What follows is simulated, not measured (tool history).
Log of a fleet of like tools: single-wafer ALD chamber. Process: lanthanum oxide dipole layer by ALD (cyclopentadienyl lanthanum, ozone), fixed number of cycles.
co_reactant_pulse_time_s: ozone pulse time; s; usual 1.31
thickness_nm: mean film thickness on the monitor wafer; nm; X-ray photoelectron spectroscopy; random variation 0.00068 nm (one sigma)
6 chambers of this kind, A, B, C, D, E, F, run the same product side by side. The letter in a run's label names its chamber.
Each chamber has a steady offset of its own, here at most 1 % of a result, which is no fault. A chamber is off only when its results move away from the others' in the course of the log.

run,hour,co_reactant_pulse_time_s,"read-back reference wafer on the same gauge, thickness_nm",thickness_nm
1D,13.5,1.31,0.52906,0.53774
2E,24.8,1.31,0.52876,0.54112
3A,34.3,1.31,0.52861,0.53364
4F,41.4,1.31,0.52856,0.53695
# hour 46.4: chamber D: ozone generator serviced
5C,54.7,1.31,0.52886,0.53527
6B,62.4,1.31,0.52859,0.53562
7A,75.3,1.31,0.52842,0.53313
8C,89.9,1.31,0.52855,0.53533
9B,101.1,1.31,0.52830,0.53499
10D,109.2,1.31,0.52839,0.53678
11E,118.0,1.31,0.52826,0.53917
12F,133.1,1.31,0.52808,0.53552
13A,140.9,1.31,0.52807,0.53282
14F,156.8,1.31,0.52799,0.53630
# hour 158.3: chamber B: ozone generator serviced
15D,169.5,1.31,0.52801,0.53701
16E,184.8,1.31,0.52775,0.54061
17C,200.0,1.31,0.52774,0.53566
18B,214.9,1.31,0.52771,0.53405
19F,229.1,1.31,0.52761,0.53447
20A,238.3,1.31,0.52742,0.53235
21B,247.5,1.31,0.52756,0.53430
22E,261.2,1.31,0.52732,0.53984
23D,275.7,1.31,0.52714,0.53655
24C,283.0,1.31,0.52721,0.53447
# hour 293.0: chamber C: ozone generator serviced
25A,294.4,1.31,0.52733,0.53264
26F,304.0,1.31,0.52696,0.53524
27D,316.0,1.31,0.52724,0.53669
28C,324.5,1.31,0.52714,0.53471
29B,336.7,1.31,0.52681,0.53452
30E,352.0,1.31,0.52661,0.53812
31C,362.7,1.31,0.52666,0.53358
32B,378.0,1.31,0.52678,0.53287
33D,390.5,1.31,0.52664,0.53403
34E,398.2,1.31,0.52660,0.53831
35F,409.9,1.31,0.52626,0.53300
36A,420.4,1.31,0.52634,0.53144
37E,430.6,1.31,0.52614,0.53851

Is one chamber off against the others, does the gauge drift, or is nothing wrong? If a chamber is off, say which, and what the likeliest cause is.

The gauge drifts, so all chambers seem to drift together. No chamber is off.
Cause: gauge reads low (%) = 0.523.
